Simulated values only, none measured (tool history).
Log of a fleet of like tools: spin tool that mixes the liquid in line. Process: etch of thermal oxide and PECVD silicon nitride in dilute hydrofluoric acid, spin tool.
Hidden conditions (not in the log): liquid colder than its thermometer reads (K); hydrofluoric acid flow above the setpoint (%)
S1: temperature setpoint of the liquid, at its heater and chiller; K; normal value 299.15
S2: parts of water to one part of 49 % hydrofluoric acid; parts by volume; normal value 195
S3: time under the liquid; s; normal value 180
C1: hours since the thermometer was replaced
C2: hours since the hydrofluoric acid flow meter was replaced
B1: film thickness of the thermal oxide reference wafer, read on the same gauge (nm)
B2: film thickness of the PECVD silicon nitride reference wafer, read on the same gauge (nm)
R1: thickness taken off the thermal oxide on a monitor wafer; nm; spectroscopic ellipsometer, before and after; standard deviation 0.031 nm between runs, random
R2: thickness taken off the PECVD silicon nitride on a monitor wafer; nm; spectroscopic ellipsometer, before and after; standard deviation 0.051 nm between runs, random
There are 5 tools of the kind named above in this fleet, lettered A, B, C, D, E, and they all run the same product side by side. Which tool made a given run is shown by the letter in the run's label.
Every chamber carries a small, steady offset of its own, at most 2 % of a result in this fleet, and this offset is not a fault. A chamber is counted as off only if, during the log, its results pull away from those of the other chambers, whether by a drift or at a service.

Run 1C, hour 13.6: usual settings; C1 509.7; C2 1247.6; B1 110.00; B2 49.980. Result: R1 4.2378 nm, R2 5.9475 nm.
Run 2D, hour 26.9: usual settings; C1 1369.3; C2 451.2; B1 110.00; B2 50.001. Result: R1 4.1180 nm, R2 5.8544 nm.
Run 3E, hour 33.8: usual settings; C1 713.4; C2 382.3; B1 110.01; B2 49.995. Result: R1 4.2210 nm, R2 5.9822 nm.
Run 4B, hour 44.5: usual settings; C1 594.9; C2 570.4; B1 109.99; B2 49.967. Result: R1 4.2174 nm, R2 5.9407 nm.
Run 5A, hour 53.1: usual settings; C1 2699.8; C2 280.0; B1 110.00; B2 49.977. Result: R1 4.1826 nm, R2 6.0530 nm.
Run 6D, hour 67.7: usual settings; C1 1410.1; C2 492.0; B1 109.99; B2 49.984. Result: R1 4.1373 nm, R2 5.7208 nm.
At hour 73.5: chamber E: hydrofluoric acid flow meter replaced.
Run 7A, hour 79.7: usual settings; C1 2726.4; C2 306.6; B1 110.00; B2 50.032. Result: R1 4.2707 nm, R2 5.9704 nm.
Run 8E, hour 90.4: usual settings but S2 260 parts by volume, S3 260 s; C1 770.0; C2 17.0; B1 109.98; B2 49.981. Result: R1 4.2666 nm, R2 6.5417 nm.
Run 9C, hour 97.7: usual settings but S2 260 parts by volume, S3 260 s; C1 593.8; C2 1331.7; B1 110.01; B2 49.989. Result: R1 4.2718 nm, R2 6.4881 nm.
Run 10B, hour 108.3: usual settings but S2 260 parts by volume, S3 260 s; C1 658.7; C2 634.2; B1 109.98; B2 49.997. Result: R1 4.3031 nm, R2 6.4873 nm.
Run 11D, hour 119.5: usual settings but S2 260 parts by volume, S3 260 s; C1 1461.9; C2 543.8; B1 110.01; B2 50.004. Result: R1 4.2150 nm, R2 6.3045 nm.
Run 12B, hour 131.6: usual settings but S2 260 parts by volume, S3 260 s; C1 682.0; C2 657.5; B1 109.98; B2 50.022. Result: R1 4.3078 nm, R2 6.5861 nm.
Run 13E, hour 144.9: usual settings; C1 824.5; C2 71.5; B1 109.99; B2 50.008. Result: R1 4.2285 nm, R2 6.0644 nm.
At hour 148.7: chamber A: thermometer replaced.
Run 14A, hour 157.5: usual settings; C1 8.8; C2 384.4; B1 109.99; B2 49.984. Result: R1 4.1904 nm, R2 6.0391 nm.
Run 15C, hour 165.1: usual settings; C1 661.2; C2 1399.1; B1 109.95; B2 49.990. Result: R1 4.2140 nm, R2 5.9596 nm.
Run 16A, hour 179.1: usual settings; C1 30.4; C2 406.0; B1 109.99; B2 50.030. Result: R1 4.2441 nm, R2 5.9777 nm.
Run 17D, hour 187.5: usual settings but S2 260 parts by volume; C1 1529.9; C2 611.8; B1 110.00; B2 49.973. Result: R1 2.9119 nm, R2 4.3978 nm.
Run 18B, hour 197.9: usual settings but S2 260 parts by volume; C1 748.3; C2 723.8; B1 110.02; B2 49.989. Result: R1 2.9230 nm, R2 4.3724 nm.
Run 19E, hour 209.3: usual settings but S2 260 parts by volume; C1 888.9; C2 135.9; B1 110.00; B2 50.001. Result: R1 2.9561 nm, R2 4.5917 nm.
Run 20C, hour 217.6: usual settings but S2 260 parts by volume; C1 713.7; C2 1451.6; B1 110.01; B2 50.009. Result: R1 2.9683 nm, R2 4.5025 nm.
Run 21D, hour 229.8: usual settings but S2 260 parts by volume; C1 1572.2; C2 654.1; B1 109.99; B2 49.982. Result: R1 2.8955 nm, R2 4.3108 nm.
Run 22A, hour 244.5: usual settings; C1 95.8; C2 471.4; B1 110.00; B2 49.968. Result: R1 4.2206 nm, R2 5.9820 nm.
Run 23E, hour 254.4: usual settings but S2 130 parts by volume; C1 934.0; C2 181.0; B1 109.98; B2 49.980. Result: R1 6.7200 nm, R2 8.9295 nm.
Run 24C, hour 264.2: usual settings but S2 130 parts by volume; C1 760.3; C2 1498.2; B1 110.03; B2 49.992. Result: R1 6.8183 nm, R2 8.8714 nm.
Run 25B, hour 276.5: usual settings but S2 130 parts by volume; C1 826.9; C2 802.4; B1 110.02; B2 49.980. Result: R1 6.5654 nm, R2 8.4379 nm.
Run 26C, hour 284.5: usual settings but S2 130 parts by volume; C1 780.6; C2 1518.5; B1 110.01; B2 49.998. Result: R1 6.8757 nm, R2 8.8721 nm.
Run 27D, hour 291.7: usual settings but S2 130 parts by volume; C1 1634.1; C2 716.0; B1 110.03; B2 50.014. Result: R1 6.8689 nm, R2 8.8466 nm.
Run 28B, hour 303.6: usual settings; C1 854.0; C2 829.5; B1 110.03; B2 50.011. Result: R1 4.0227 nm, R2 5.5988 nm.
Run 29E, hour 315.0: usual settings; C1 994.6; C2 241.6; B1 109.98; B2 50.018. Result: R1 4.1987 nm, R2 5.9540 nm.
Run 30A, hour 323.6: usual settings; C1 174.9; C2 550.5; B1 109.99; B2 50.033. Result: R1 4.1824 nm, R2 6.0866 nm.
At hour 324.3: chamber C: hydrofluoric acid flow meter replaced.
Run 31D, hour 338.8: usual settings; C1 1681.2; C2 763.1; B1 110.00; B2 50.004. Result: R1 4.1416 nm, R2 5.9320 nm.
Run 32C, hour 354.1: usual settings but S2 160 parts by volume, S3 230 s; C1 850.2; C2 29.9; B1 110.00; B2 49.978. Result: R1 6.8345 nm, R2 9.2955 nm.
Run 33B, hour 363.3: usual settings but S2 160 parts by volume, S3 230 s; C1 913.7; C2 889.2; B1 109.99; B2 49.972. Result: R1 6.5158 nm, R2 8.4808 nm.
Run 34A, hour 372.9: usual settings but S2 160 parts by volume, S3 230 s; C1 224.2; C2 599.8; B1 110.00; B2 50.005. Result: R1 6.7546 nm, R2 9.3198 nm.

Read the log: is a single chamber off, either drifting away or since a service, is the gauge that measures every chamber drifting, or is nothing wrong beyond small per-chamber offsets? Name any odd chamber and what most likely caused it.

It is chamber B that slowly wanders off from its peers.
Likeliest cause: liquid colder than its thermometer reads (K) = 1.61.

Below are 4 candidate recipes for chamber B's next run, each the usual settings with a change, their results shown as question marks. Which of them brings B's results back in line with what the other chambers give on the usual settings?
Maximum distance from the other chambers' mean on the usual settings for a result to count as in line: R1 0.1100 nm; R2 0.1800 nm
Run 35B-1, hour 383.9: usual settings but S1 297.15 K, S2 180 parts by volume, S3 160 s. Result: R1 ?, R2 ?.
Run 35B-2, hour 383.9: usual settings but S1 300.65 K, S2 205 parts by volume, S3 200 s. Result: R1 ?, R2 ?.
Run 35B-3, hour 383.9: usual settings but S1 298.15 K, S2 190 parts by volume, S3 170 s. Result: R1 ?, R2 ?.
Run 35B-4, hour 383.9: usual settings but S1 300.15 K, S2 200 parts by volume, S3 190 s. Result: R1 ?, R2 ?.

The mean the other chambers reach with the usual settings: R1 4.2051 nm; R2 5.9470 nm
  run      R1      R2
35B-1  3.5951  4.5776
35B-2  4.3734  6.2676
35B-3  3.7192  4.9152
35B-4  4.2052  5.9175
The right change is 35B-4: it brings the chamber back within the allowed miss of the others.
